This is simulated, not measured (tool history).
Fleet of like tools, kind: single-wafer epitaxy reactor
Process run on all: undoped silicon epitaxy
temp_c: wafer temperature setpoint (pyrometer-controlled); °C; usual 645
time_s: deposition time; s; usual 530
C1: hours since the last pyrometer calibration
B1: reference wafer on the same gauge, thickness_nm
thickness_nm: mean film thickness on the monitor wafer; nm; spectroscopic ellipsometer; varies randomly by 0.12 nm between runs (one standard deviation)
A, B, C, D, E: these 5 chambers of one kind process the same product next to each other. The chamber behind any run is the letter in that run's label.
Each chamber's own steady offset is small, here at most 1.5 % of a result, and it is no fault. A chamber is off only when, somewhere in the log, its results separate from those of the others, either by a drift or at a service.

Run 1A, hour 10.0: usual settings; C1 412.1; B1 73.744. Result: thickness_nm 80.601 nm.
At hour 18.9: chamber C: pyrometer calibrated.
Run 2B, hour 19.0: usual settings; C1 834.9; B1 73.753. Result: thickness_nm 79.413 nm.
Run 3C, hour 25.8: usual settings; C1 6.9; B1 73.752. Result: thickness_nm 80.419 nm.
Run 4D, hour 34.6: usual settings; C1 1622.2; B1 73.761. Result: thickness_nm 79.993 nm.
Run 5E, hour 42.9: usual settings; C1 759.5; B1 73.745. Result: thickness_nm 79.692 nm.
Run 6A, hour 51.7: usual settings but temp_c 638 °C, time_s 630 s; C1 453.8; B1 73.809. Result: thickness_nm 82.065 nm.
Run 7B, hour 64.0: usual settings but temp_c 638 °C, time_s 630 s; C1 879.9; B1 73.804. Result: thickness_nm 80.571 nm.
Run 8E, hour 75.9: usual settings but temp_c 638 °C, time_s 630 s; C1 792.5; B1 73.844. Result: thickness_nm 81.175 nm.
Run 9C, hour 86.7: usual settings but temp_c 638 °C, time_s 630 s; C1 67.8; B1 73.841. Result: thickness_nm 81.540 nm.
Run 10D, hour 96.9: usual settings but temp_c 638 °C, time_s 630 s; C1 1684.5; B1 73.850. Result: thickness_nm 81.469 nm.
Run 11E, hour 109.1: usual settings; C1 825.7; B1 73.889. Result: thickness_nm 79.939 nm.
Run 12A, hour 121.0: usual settings; C1 523.1; B1 73.863. Result: thickness_nm 80.814 nm.
Run 13B, hour 128.8: usual settings but temp_c 635 °C; C1 944.7; B1 73.920. Result: thickness_nm 63.349 nm.
Run 14C, hour 137.3: usual settings but temp_c 635 °C; C1 118.4; B1 73.894. Result: thickness_nm 64.075 nm.
Run 15D, hour 146.5: usual settings but temp_c 635 °C; C1 1734.1; B1 73.922. Result: thickness_nm 64.315 nm.
Run 16C, hour 155.9: usual settings but temp_c 635 °C; C1 137.0; B1 73.940. Result: thickness_nm 64.185 nm.
Run 17D, hour 165.0: usual settings but temp_c 635 °C; C1 1752.6; B1 73.957. Result: thickness_nm 64.188 nm.
Run 18E, hour 177.8: usual settings; C1 894.4; B1 73.965. Result: thickness_nm 80.093 nm.
Run 19A, hour 184.9: usual settings; C1 587.0; B1 73.985. Result: thickness_nm 80.986 nm.
Run 20B, hour 197.2: usual settings; C1 1013.1; B1 74.002. Result: thickness_nm 79.606 nm.
Run 21C, hour 207.4: usual settings; C1 188.5; B1 74.012. Result: thickness_nm 80.480 nm.
Run 22A, hour 220.1: usual settings; C1 622.2; B1 74.048. Result: thickness_nm 80.980 nm.
Run 23D, hour 227.3: usual settings but temp_c 638 °C; C1 1814.9; B1 74.040. Result: thickness_nm 68.748 nm.
Run 24B, hour 238.0: usual settings but temp_c 638 °C; C1 1053.9; B1 74.074. Result: thickness_nm 68.046 nm.
Run 25E, hour 246.2: usual settings but temp_c 638 °C; C1 962.8; B1 74.070. Result: thickness_nm 68.436 nm.
Run 26E, hour 253.6: usual settings but temp_c 638 °C; C1 970.2; B1 74.101. Result: thickness_nm 68.173 nm.
Run 27B, hour 260.1: usual settings but temp_c 638 °C; C1 1076.0; B1 74.138. Result: thickness_nm 68.157 nm.
Run 28C, hour 267.9: usual settings; C1 249.0; B1 74.084. Result: thickness_nm 80.480 nm.
Run 29A, hour 275.8: usual settings but temp_c 656 °C, time_s 609 s; C1 677.9; B1 74.133. Result: thickness_nm 118.670 nm.
Run 30D, hour 282.4: usual settings but temp_c 656 °C, time_s 609 s; C1 1870.0; B1 74.135. Result: thickness_nm 116.570 nm.
Run 31D, hour 291.5: usual settings but temp_c 656 °C, time_s 609 s; C1 1879.1; B1 74.144. Result: thickness_nm 116.760 nm.

Read the log: is a single chamber off, either drifting away or since a service, is the gauge that measures every chamber drifting, or is nothing wrong beyond small per-chamber offsets? Name any odd chamber and what most likely caused it.

No chamber is off; the gauge reading every chamber's wafers drifts, which makes the whole fleet appear to move together.
What lies behind it: gauge reads high (%) = 0.623.

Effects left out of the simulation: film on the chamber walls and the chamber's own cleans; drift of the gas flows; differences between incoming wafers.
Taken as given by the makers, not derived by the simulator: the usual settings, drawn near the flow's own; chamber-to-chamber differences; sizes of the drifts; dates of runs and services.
